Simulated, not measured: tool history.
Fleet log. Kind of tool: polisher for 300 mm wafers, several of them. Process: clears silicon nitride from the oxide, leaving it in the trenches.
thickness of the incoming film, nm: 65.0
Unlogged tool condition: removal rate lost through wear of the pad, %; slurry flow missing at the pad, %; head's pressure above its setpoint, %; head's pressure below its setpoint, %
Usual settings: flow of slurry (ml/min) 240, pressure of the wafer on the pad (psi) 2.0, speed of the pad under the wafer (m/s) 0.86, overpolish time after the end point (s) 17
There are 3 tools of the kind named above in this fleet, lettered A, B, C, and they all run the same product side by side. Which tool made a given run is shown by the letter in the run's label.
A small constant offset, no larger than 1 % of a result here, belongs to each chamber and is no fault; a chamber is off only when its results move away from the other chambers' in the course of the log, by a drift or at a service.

| run | hour | flow of slurry (ml/min) | pressure of the wafer on the pad (psi) | speed of the pad under the wafer (m/s) | overpolish time after the end point (s) | wafers polished on this pad | hours since the slurry nozzle was cleaned | hours since the head pressure was calibrated | time until the end point was called (s) |
|---|---|---|---|---|---|---|---|---|---|
| 1B | 11.6 | 240 | 2.0 | 0.86 | 17 | 447 | 442.9 | 390.4 | 103.760 |
| 2A | 20.6 | 240 | 2.0 | 0.86 | 17 | 289 | 73.8 | 818.5 | 103.730 |
| 3C | 29.7 | 240 | 2.0 | 0.86 | 17 | 413 | 101.0 | 487.1 | 103.800 |
| 4C | 36.8 | 240 | 2.0 | 0.86 | 17 | 466 | 108.1 | 494.2 | 104.020 |
| 5B | 49.6 | 240 | 2.0 | 0.86 | 17 | 734 | 480.9 | 428.4 | 104.920 |
| 6A | 62.4 | 240 | 1.7 | 1.00 | 17 | 605 | 115.6 | 860.3 | 103.270 |
|  | 63.8 | chamber C: worn pad replaced by a new one |
| 7A | 71.7 | 240 | 1.7 | 1.00 | 17 | 675 | 124.9 | 869.6 | 103.570 |
|  | 78.9 | chamber B: worn pad replaced by a new one |
| 8B | 82.3 | 240 | 1.7 | 1.00 | 17 | 25 | 513.6 | 461.1 | 105.600 |
| 9C | 94.3 | 240 | 2.0 | 0.58 | 17 | 231 | 165.6 | 551.7 | 155.320 |
| 10B | 106.1 | 240 | 2.0 | 0.58 | 17 | 205 | 537.4 | 484.9 | 158.480 |
| 11C | 120.2 | 240 | 2.0 | 0.58 | 17 | 426 | 191.5 | 577.6 | 154.680 |
| 12A | 129.5 | 240 | 2.0 | 0.86 | 17 | 1112 | 182.7 | 927.4 | 101.870 |
|  | 131.8 | chamber A: worn pad replaced by a new one |
| 13C | 142.0 | 240 | 2.0 | 0.86 | 17 | 591 | 213.3 | 599.4 | 103.390 |
| 14B | 150.0 | 240 | 2.0 | 0.86 | 17 | 537 | 581.3 | 528.8 | 106.940 |
| 15A | 157.1 | 240 | 2.0 | 0.86 | 17 | 191 | 210.3 | 955.0 | 103.500 |
|  | 160.6 | chamber B: slurry nozzle cleaned |
|  | 160.8 | chamber C: worn pad replaced by a new one |
| 16C | 166.4 | 240 | 2.5 | 0.86 | 17 | 42 | 237.7 | 623.8 | 84.102 |
| 17A | 174.4 | 240 | 2.5 | 0.86 | 17 | 322 | 227.6 | 972.3 | 82.945 |
| 18B | 188.6 | 240 | 2.5 | 0.86 | 17 | 829 | 28.0 | 567.4 | 88.881 |
| 19B | 200.4 | 240 | 2.0 | 0.86 | 17 | 918 | 39.8 | 579.2 | 112.980 |
| 20C | 207.3 | 310 | 2.0 | 0.64 | 17 | 351 | 278.6 | 664.7 | 139.960 |
|  | 210.2 | chamber B: worn pad replaced by a new one |
| 21A | 217.5 | 310 | 2.0 | 0.64 | 17 | 647 | 270.7 | 1015.4 | 138.960 |
| 22A | 229.4 | 310 | 2.0 | 0.64 | 17 | 737 | 282.6 | 1027.3 | 135.540 |
| 23B | 242.5 | 240 | 2.0 | 0.86 | 17 | 244 | 81.9 | 621.3 | 113.420 |
|  | 250.1 | chamber C: worn pad replaced by a new one |
| 24C | 252.6 | 180 | 1.7 | 0.86 | 17 | 19 | 323.9 | 710.0 | 124.710 |
| 25C | 261.0 | 180 | 1.7 | 0.86 | 17 | 83 | 332.3 | 718.4 | 125.640 |
|  | 272.5 | chamber A: worn pad replaced by a new one |
| 26A | 273.3 | 180 | 1.7 | 0.86 | 17 | 6 | 326.5 | 1071.2 | 128.160 |
| 27B | 280.4 | 240 | 2.0 | 0.86 | 17 | 530 | 119.8 | 659.2 | 115.470 |

Is one chamber off against the others, does the gauge drift, or is nothing wrong? If a chamber is off, say which, and what the likeliest cause is.

Chamber B drifts away from the others.
Likeliest cause: head's pressure below its setpoint, % = 12.5.

Which of the 4 candidates below, each the usual settings with something changed and its results left as question marks, puts chamber B back in line with what the other chambers give on the usual settings?
In line here means within this much of the mean the other chambers give on the usual settings: time until the end point was called (s) 4.600
| 28B-1 | 290.7 | 245 | 2.3 | 0.86 | 17 |  |  |  | ? |
| 28B-2 | 290.7 | 245 | 2.5 | 0.86 | 17 |  |  |  | ? |
| 28B-3 | 290.7 | 240 | 1.6 | 0.86 | 17 |  |  |  | ? |
| 28B-4 | 290.7 | 240 | 1.9 | 0.80 | 17 |  |  |  | ? |

On the usual settings, the other chambers give on average: time until the end point was called (s) 103.280
| run | time until the end point was called (s) |
|---|---|
| 28B-1 | 102.640 |
| 28B-2 | 94.333 |
| 28B-3 | 148.730 |
| 28B-4 | 134.120 |
The right change is 28B-1: it brings the chamber back within the allowed miss of the others.
